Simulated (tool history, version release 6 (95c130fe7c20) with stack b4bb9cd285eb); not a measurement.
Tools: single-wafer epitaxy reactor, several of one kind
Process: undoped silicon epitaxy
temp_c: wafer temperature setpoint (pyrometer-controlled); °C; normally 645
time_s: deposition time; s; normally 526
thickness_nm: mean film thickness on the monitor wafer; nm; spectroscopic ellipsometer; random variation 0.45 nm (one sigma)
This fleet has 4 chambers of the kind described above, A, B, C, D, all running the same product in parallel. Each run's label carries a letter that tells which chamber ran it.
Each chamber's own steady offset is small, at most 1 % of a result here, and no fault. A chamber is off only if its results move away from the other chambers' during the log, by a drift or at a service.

run	hour	temp_c	time_s	read-back reference wafer on the same gauge, thickness_nm	thickness_nm
1C	13.2	645	526	83.479	79.057
2B	24.6	645	526	83.599	79.507
3A	37.8	645	526	83.741	79.343
4D	47.5	645	526	83.543	79.005
5B	61.2	645	526	83.538	79.142
6A	75.9	645	526	83.598	78.458
7C	82.9	645	526	83.623	78.955
8D	97.7	645	526	83.563	79.244
9C	104.5	656	595	83.652	113.460
10A	118.7	656	595	83.626	113.770
11D	132.9	656	595	83.625	114.650
12B	147.2	656	595	83.666	114.100
13B	155.0	645	526	83.573	79.206
14C	166.3	645	526	83.631	79.947
15D	175.7	636	582	83.652	71.892
16A	187.3	636	582	83.737	70.627
17D	202.5	636	582	83.605	71.881
18A	214.8	636	582	83.637	71.668
19C	226.0	645	526	83.600	80.230
20B	240.4	645	526	83.609	77.942
21C	250.6	645	526	83.564	80.243
22B	261.9	638	602	83.510	76.806
23D	271.1	638	602	83.650	78.206
24A	283.2	638	602	83.651	76.875
25B	293.0	638	602	83.631	77.594
26A	303.5	645	526	83.632	79.231
27C	310.9	645	526	83.568	81.279
# hour 317.1: chamber D: pyrometer calibrated
28D	322.1	645	526	83.621	79.521
29D	330.1	645	526	83.622	79.072
30C	340.2	645	526	83.623	81.901

The same settings go to every chamber for the next run, one line per chamber below. Forecast the results for each:
31A	351.5	645	526		?
31B	351.5	645	526		?
31C	351.5	645	526		?
31D	351.5	645	526		?

run	thickness_nm
31A	79.097
31B	79.157
31C	81.929
31D	79.356
